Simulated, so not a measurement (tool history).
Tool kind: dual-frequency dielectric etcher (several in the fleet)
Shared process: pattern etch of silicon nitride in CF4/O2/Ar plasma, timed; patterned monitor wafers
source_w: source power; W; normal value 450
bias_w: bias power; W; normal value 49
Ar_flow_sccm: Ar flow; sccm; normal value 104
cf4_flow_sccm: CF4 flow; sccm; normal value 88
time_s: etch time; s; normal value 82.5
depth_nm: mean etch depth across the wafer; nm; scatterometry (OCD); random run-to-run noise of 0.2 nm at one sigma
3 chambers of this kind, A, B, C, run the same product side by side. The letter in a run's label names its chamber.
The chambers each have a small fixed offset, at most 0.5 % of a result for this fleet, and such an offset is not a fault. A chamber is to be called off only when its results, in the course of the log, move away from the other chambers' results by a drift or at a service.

run   hour  source_w  bias_w  Ar_flow_sccm  cf4_flow_sccm  time_s  hours since the last wet clean  hours since the last source power generator calibration  hours since the last bias power generator calibration  hours since the last Ar flow controller change  hours since the last CF4 flow controller change  read-back reference wafer on the same gauge, depth_nm  depth_nm
       7.9  -- chamber A: Ar flow controller replaced
 1B   14.1       450      49           104             88    82.5                           373.1                                                   1946.6                                                   3213                                          5080.1                                           1125.5                                                 158.01    139.41
 2C   20.9       450      49           104             88    82.5                           191.3                                                    459.6                                                 4911.6                                          1484.3                                           3979.5                                                 157.94    139.25
 3A   33.4       450      49           104             88    82.5                           145.9                                                     33.8                                                  371.8                                            25.5                                           1707.8                                                 157.93    139.52
 4B   43.5       450      49           104             88    82.5                           402.5                                                     1976                                                 3242.4                                          5109.5                                           1154.9                                                 157.96    138.76
 5A   54.9       450      49           104             88    82.5                           167.4                                                     55.3                                                  393.3                                              47                                           1729.3                                                 157.84    139.33
      60.1  -- chamber C: bias power generator calibrated
 6C   65.2       450      49           104             88    82.5                           235.6                                                    503.9                                                    5.2                                          1528.6                                           4023.8                                                 157.85    138.95
      70.1  -- chamber B: source power generator calibrated
 7B   75.4       450      49           104             88    82.5                           434.4                                                      5.4                                                 3274.3                                          5141.4                                           1186.8                                                 157.77    138.97
 8A   82.6       450      49           104             88    82.5                           195.1                                                       83                                                    421                                            74.7                                             1757                                                 157.77    139.47
 9C     89       450      49           104             88    82.5                           259.4                                                    527.7                                                     29                                          1552.4                                           4047.6                                                 157.78    138.75
10B   98.3       450      49           104             88    82.5                           457.3                                                     28.3                                                 3297.2                                          5164.3                                           1209.7                                                 157.78    138.96
11C  110.7       450      49           104             88    82.5                           281.1                                                    549.4                                                   50.7                                          1574.1                                           4069.3                                                 157.79    138.51
12A  119.5       450      49           104             88    82.5                             232                                                    119.9                                                  457.9                                           111.6                                           1793.9                                                 157.71    138.82
13C  127.4       450      49           104             88    82.5                           297.8                                                    566.1                                                   67.4                                          1590.8                                             4086                                                 157.77    138.34
     134.9  -- chamber C: Ar flow controller replaced
14A  138.7       450      49           104             88    82.5                           251.2                                                    139.1                                                  477.1                                           130.8                                           1813.1                                                 157.65    139.03
     142.7  -- chamber B: wet clean of the chamber
15B  148.9       450      49           104             88    82.5                             6.3                                                     78.9                                                 3347.8                                          5214.9                                           1260.3                                                 157.68    138.84
16C    156       450      49           104             88    82.5                           326.4                                                    594.7                                                     96                                            21.2                                           4114.6                                                 157.66    138.75
17B  169.8       450      49           104             88    82.5                            27.2                                                     99.8                                                 3368.7                                          5235.8                                           1281.2                                                  157.6    138.51
18A  177.9       450      49           104             88    82.5                           290.4                                                    178.3                                                  516.3                                             170                                           1852.3                                                 157.64     138.7
19A  185.6       450      49           104             88    82.5                           298.1                                                      186                                                    524                                           177.7                                             1860                                                 157.56    139.47
20C    194       490      49           123             88    82.5                           364.4                                                    632.7                                                    134                                            59.2                                           4152.6                                                  157.6    145.38
21B  200.4       490      49           123             88    82.5                            57.8                                                    130.4                                                 3399.3                                          5266.4                                           1311.8                                                 157.49    145.94
22C  209.9       490      49           123             88    82.5                           380.3                                                    648.6                                                  149.9                                            75.1                                           4168.5                                                 157.48    146.03
23B  222.9       450      49           104             88    82.5                            80.3                                                    152.9                                                 3421.8                                          5288.9                                           1334.3                                                 157.47    138.83
24A  231.5       450      44           104             88   106.5                             344                                                    231.9                                                  569.9                                           223.6                                           1905.9                                                 157.49    172.58
25B  241.5       450      44           104             88   106.5                            98.9                                                    171.5                                                 3440.4                                          5307.5                                           1352.9                                                 157.41    171.92
26A  249.2       450      44           104             88   106.5                           361.7                                                    249.6                                                  587.6                                           241.3                                           1923.6                                                 157.43    172.46
27C  256.8       450      49           104             88    82.5                           427.2                                                    695.5                                                  196.8                                             122                                           4215.4                                                  157.4    138.63
     263.5  -- chamber B: bias power generator calibrated
28B  270.7       450      49           104             88    82.5                           128.1                                                    200.7                                                    7.3                                          5336.7                                           1382.1                                                 157.36    138.65
29A  283.5       450      49           104             88    82.5                             396                                                    283.9                                                  621.9                                           275.6                                           1957.9                                                  157.4    139.23
30C  291.4       450      41           104             88    90.5                           461.8                                                    730.1                                                  231.4                                           156.6                                             4250                                                 157.33    141.76
31A  298.1       450      41           104             88    90.5                           410.6                                                    298.5                                                  636.5                                           290.2                                           1972.5                                                 157.28    142.16
32C  307.8       450      41           104             88    90.5                           478.2                                                    746.5                                                  247.8                                             173                                           4266.4                                                 157.33    141.58
33B  320.8       450      49           104             88    82.5                           178.2                                                    250.8                                                   57.4                                          5386.8                                           1432.2                                                 157.27    138.44
34B  327.2       450      49           104             88    82.5                           184.6                                                    257.2                                                   63.8                                          5393.2                                           1438.6                                                  157.2    138.65
35C  341.5       450      49           104             88    82.5                           511.9                                                    780.2                                                  281.5                                           206.7                                           4300.1                                                 157.17    138.42
36A  354.3       450      49           104             88    82.5                           466.8                                                    354.7                                                  692.7                                           346.4                                           2028.7                                                 157.22    138.92
     359.3  -- chamber C: wet clean of the chamber
37A  360.6       450      49           104             88    82.5                           473.1                                                      361                                                    699                                           352.7                                             2035                                                  157.2    138.49
38B  370.6       450      49           104             88    82.5                             228                                                    300.6                                                  107.2                                          5436.6                                             1482                                                 157.13    138.08
39C    377       450      49           104             88    82.5                            17.7                                                    815.7                                                    317                                           242.2                                           4335.6                                                 157.15    138.26
40A  386.3       450      49           104             88    82.5                           498.8                                                    386.7                                                  724.7                                           378.4                                           2060.7                                                 157.13    138.96

Predict what each chamber gives when all 3 of them run the settings below next.
41A  396.6       450      49           104             88      66                                                                                                                                                                                                                                                                                                                 ?
41B  396.6       450      49           104             88      66                                                                                                                                                                                                                                                                                                                 ?
41C  396.6       450      49           104             88      66                                                                                                                                                                                                                                                                                                                 ?

run  depth_nm
41A    110.76
41B    110.52
41C    110.37

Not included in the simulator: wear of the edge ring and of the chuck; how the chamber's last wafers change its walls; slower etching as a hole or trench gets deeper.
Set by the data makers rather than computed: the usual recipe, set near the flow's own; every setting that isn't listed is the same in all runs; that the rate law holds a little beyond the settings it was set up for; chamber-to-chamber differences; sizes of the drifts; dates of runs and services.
